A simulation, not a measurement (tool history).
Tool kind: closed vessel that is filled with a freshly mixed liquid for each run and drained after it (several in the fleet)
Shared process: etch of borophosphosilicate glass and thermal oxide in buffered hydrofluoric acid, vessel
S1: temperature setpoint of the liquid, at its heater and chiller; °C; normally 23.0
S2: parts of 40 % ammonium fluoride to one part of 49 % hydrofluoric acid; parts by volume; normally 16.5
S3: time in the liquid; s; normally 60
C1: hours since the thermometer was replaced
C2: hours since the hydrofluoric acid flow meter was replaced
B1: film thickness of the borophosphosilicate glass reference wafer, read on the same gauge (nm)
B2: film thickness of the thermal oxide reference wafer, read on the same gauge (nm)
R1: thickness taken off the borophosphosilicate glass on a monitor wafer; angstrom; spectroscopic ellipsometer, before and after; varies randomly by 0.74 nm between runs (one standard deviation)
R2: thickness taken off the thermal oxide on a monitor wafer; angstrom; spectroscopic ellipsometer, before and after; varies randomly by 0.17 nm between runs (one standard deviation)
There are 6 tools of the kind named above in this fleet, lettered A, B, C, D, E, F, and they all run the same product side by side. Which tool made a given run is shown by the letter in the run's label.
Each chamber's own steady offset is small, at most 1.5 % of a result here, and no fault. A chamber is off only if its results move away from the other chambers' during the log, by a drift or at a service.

{"run": "1A", "hour": 7.6, "S1": 23.0, "S2": 16.5, "S3": 60, "C1": 209.5, "C2": 1558.1, "B1": 130.01, "B2": 49.999, "R1": 1207.0, "R2": 395.62}
{"run": "2D", "hour": 20.8, "S1": 23.0, "S2": 16.5, "S3": 60, "C1": 531.1, "C2": 321.0, "B1": 130.01, "B2": 50.03, "R1": 1190.5, "R2": 396.89}
{"run": "3E", "hour": 33.4, "S1": 23.0, "S2": 16.5, "S3": 60, "C1": 317.3, "C2": 182.5, "B1": 130.0, "B2": 50.032, "R1": 1210.8, "R2": 393.95}
{"run": "4F", "hour": 42.4, "S1": 23.0, "S2": 16.5, "S3": 60, "C1": 2468.8, "C2": 1157.5, "B1": 130.02, "B2": 49.988, "R1": 1177.8, "R2": 392.2}
{"run": "5C", "hour": 56.7, "S1": 23.0, "S2": 16.5, "S3": 60, "C1": 1769.1, "C2": 1201.9, "B1": 130.02, "B2": 50.021, "R1": 1193.1, "R2": 394.5}
{"run": "6B", "hour": 64.4, "S1": 23.0, "S2": 16.5, "S3": 60, "C1": 709.1, "C2": 886.4, "B1": 130.03, "B2": 50.005, "R1": 1196.8, "R2": 400.81}
{"run": "7C", "hour": 75.9, "S1": 23.0, "S2": 16.5, "S3": 60, "C1": 1788.3, "C2": 1221.1, "B1": 130.0, "B2": 50.012, "R1": 1198.1, "R2": 395.05}
{"hour": 84.9, "done": "chamber F: hydrofluoric acid flow meter replaced"}
{"run": "8B", "hour": 88.6, "S1": 23.0, "S2": 16.5, "S3": 60, "C1": 733.3, "C2": 910.6, "B1": 130.02, "B2": 50.005, "R1": 1195.7, "R2": 398.21}
{"run": "9D", "hour": 102.7, "S1": 23.0, "S2": 16.5, "S3": 60, "C1": 613.0, "C2": 402.9, "B1": 130.0, "B2": 49.984, "R1": 1181.1, "R2": 396.77}
{"run": "10F", "hour": 118.7, "S1": 23.0, "S2": 16.5, "S3": 60, "C1": 2545.1, "C2": 33.9, "B1": 129.99, "B2": 49.995, "R1": 1192.6, "R2": 395.07}
{"run": "11A", "hour": 127.6, "S1": 23.0, "S2": 16.5, "S3": 60, "C1": 329.5, "C2": 1678.1, "B1": 129.97, "B2": 49.977, "R1": 1196.3, "R2": 396.41}
{"run": "12E", "hour": 140.5, "S1": 18.5, "S2": 16.5, "S3": 60, "C1": 424.4, "C2": 289.6, "B1": 130.01, "B2": 50.01, "R1": 934.68, "R2": 309.72}
{"run": "13F", "hour": 151.5, "S1": 18.5, "S2": 16.5, "S3": 60, "C1": 2577.9, "C2": 66.7, "B1": 130.0, "B2": 49.985, "R1": 921.01, "R2": 307.55}
{"run": "14B", "hour": 159.4, "S1": 18.5, "S2": 16.5, "S3": 60, "C1": 804.1, "C2": 981.4, "B1": 130.0, "B2": 49.992, "R1": 931.75, "R2": 310.68}
{"run": "15E", "hour": 173.3, "S1": 18.5, "S2": 16.5, "S3": 60, "C1": 457.2, "C2": 322.4, "B1": 130.01, "B2": 49.971, "R1": 938.95, "R2": 310.17}
{"hour": 177.2, "done": "chamber C: hydrofluoric acid flow meter replaced"}
{"run": "16C", "hour": 189.2, "S1": 18.5, "S2": 16.5, "S3": 60, "C1": 1901.6, "C2": 12.1, "B1": 129.98, "B2": 49.984, "R1": 931.84, "R2": 306.49}
{"run": "17A", "hour": 201.6, "S1": 18.5, "S2": 16.5, "S3": 60, "C1": 403.5, "C2": 1752.1, "B1": 130.01, "B2": 49.959, "R1": 942.16, "R2": 306.78}
{"run": "18D", "hour": 214.6, "S1": 23.0, "S2": 16.5, "S3": 60, "C1": 724.9, "C2": 514.8, "B1": 129.99, "B2": 50.005, "R1": 1177.4, "R2": 393.31}
{"run": "19F", "hour": 229.8, "S1": 23.0, "S2": 16.5, "S3": 60, "C1": 2656.2, "C2": 145.0, "B1": 130.02, "B2": 49.999, "R1": 1196.1, "R2": 394.82}
{"run": "20D", "hour": 238.5, "S1": 23.0, "S2": 16.5, "S3": 60, "C1": 748.8, "C2": 538.7, "B1": 130.01, "B2": 50.01, "R1": 1193.5, "R2": 399.83}
{"run": "21B", "hour": 253.1, "S1": 24.5, "S2": 19.0, "S3": 60, "C1": 897.8, "C2": 1075.1, "B1": 130.0, "B2": 50.016, "R1": 1159.1, "R2": 378.66}
{"run": "22C", "hour": 267.1, "S1": 24.5, "S2": 19.0, "S3": 60, "C1": 1979.5, "C2": 90.0, "B1": 130.0, "B2": 50.019, "R1": 1119.9, "R2": 375.42}
{"run": "23E", "hour": 278.9, "S1": 24.5, "S2": 19.0, "S3": 60, "C1": 562.8, "C2": 428.0, "B1": 130.0, "B2": 50.025, "R1": 1131.6, "R2": 376.5}
{"hour": 290.2, "done": "chamber A: hydrofluoric acid flow meter replaced"}
{"run": "24A", "hour": 294.7, "S1": 24.5, "S2": 19.0, "S3": 60, "C1": 496.6, "C2": 4.5, "B1": 130.0, "B2": 50.015, "R1": 1139.2, "R2": 371.68}
{"hour": 302.2, "done": "chamber E: thermometer replaced"}
{"run": "25C", "hour": 307.0, "S1": 24.5, "S2": 19.0, "S3": 60, "C1": 2019.4, "C2": 129.9, "B1": 129.99, "B2": 49.974, "R1": 1110.0, "R2": 373.8}
{"run": "26B", "hour": 314.5, "S1": 24.5, "S2": 19.0, "S3": 60, "C1": 959.2, "C2": 1136.5, "B1": 130.03, "B2": 49.998, "R1": 1132.2, "R2": 378.27}
{"run": "27F", "hour": 323.7, "S1": 23.0, "S2": 16.5, "S3": 60, "C1": 2750.1, "C2": 238.9, "B1": 130.01, "B2": 49.987, "R1": 1185.3, "R2": 396.54}
{"run": "28A", "hour": 331.1, "S1": 19.0, "S2": 16.5, "S3": 45, "C1": 533.0, "C2": 40.9, "B1": 130.0, "B2": 50.018, "R1": 723.84, "R2": 240.18}
{"run": "29E", "hour": 341.8, "S1": 19.0, "S2": 16.5, "S3": 45, "C1": 39.7, "C2": 490.9, "B1": 130.0, "B2": 50.007, "R1": 728.98, "R2": 240.08}
{"hour": 351.3, "done": "chamber F: thermometer replaced"}
{"run": "30D", "hour": 353.3, "S1": 19.0, "S2": 16.5, "S3": 45, "C1": 863.6, "C2": 653.5, "B1": 130.01, "B2": 50.008, "R1": 716.01, "R2": 236.37}
{"run": "31B", "hour": 369.4, "S1": 19.0, "S2": 16.5, "S3": 45, "C1": 1014.1, "C2": 1191.4, "B1": 130.0, "B2": 49.998, "R1": 716.66, "R2": 237.85}
{"run": "32D", "hour": 381.3, "S1": 19.0, "S2": 16.5, "S3": 45, "C1": 891.6, "C2": 681.5, "B1": 130.02, "B2": 49.966, "R1": 712.05, "R2": 238.34}
{"run": "33C", "hour": 389.5, "S1": 19.0, "S2": 16.5, "S3": 45, "C1": 2101.9, "C2": 212.4, "B1": 129.99, "B2": 50.001, "R1": 714.13, "R2": 237.87}
{"run": "34A", "hour": 405.3, "S1": 23.0, "S2": 16.5, "S3": 60, "C1": 607.2, "C2": 115.1, "B1": 130.02, "B2": 50.024, "R1": 1209.5, "R2": 400.49}
{"run": "35F", "hour": 417.8, "S1": 23.0, "S2": 16.5, "S3": 60, "C1": 66.5, "C2": 333.0, "B1": 130.01, "B2": 49.991, "R1": 1185.5, "R2": 395.15}
{"run": "36E", "hour": 430.3, "S1": 26.5, "S2": 16.5, "S3": 70, "C1": 128.2, "C2": 579.4, "B1": 130.0, "B2": 49.971, "R1": 1692.0, "R2": 555.98}
{"run": "37E", "hour": 439.9, "S1": 26.5, "S2": 16.5, "S3": 70, "C1": 137.8, "C2": 589.0, "B1": 130.02, "B2": 49.982, "R1": 1682.5, "R2": 561.55}
{"run": "38D", "hour": 453.1, "S1": 26.5, "S2": 16.5, "S3": 70, "C1": 963.4, "C2": 753.3, "B1": 130.01, "B2": 50.046, "R1": 1666.0, "R2": 558.4}

Next, every chamber runs the same settings. What will each give?
{"run": "39A", "hour": 464.8, "S1": 23.0, "S2": 12.5, "S3": 60, "R1": "?", "R2": "?"}
{"run": "39B", "hour": 464.8, "S1": 23.0, "S2": 12.5, "S3": 60, "R1": "?", "R2": "?"}
{"run": "39C", "hour": 464.8, "S1": 23.0, "S2": 12.5, "S3": 60, "R1": "?", "R2": "?"}
{"run": "39D", "hour": 464.8, "S1": 23.0, "S2": 12.5, "S3": 60, "R1": "?", "R2": "?"}
{"run": "39E", "hour": 464.8, "S1": 23.0, "S2": 12.5, "S3": 60, "R1": "?", "R2": "?"}
{"run": "39F", "hour": 464.8, "S1": 23.0, "S2": 12.5, "S3": 60, "R1": "?", "R2": "?"}

run=39A R1=1583.90 R2=517.80
run=39B R1=1579.30 R2=523.26
run=39C R1=1557.10 R2=516.77
run=39D R1=1565.40 R2=521.66
run=39E R1=1575.50 R2=517.69
run=39F R1=1570.10 R2=521.36
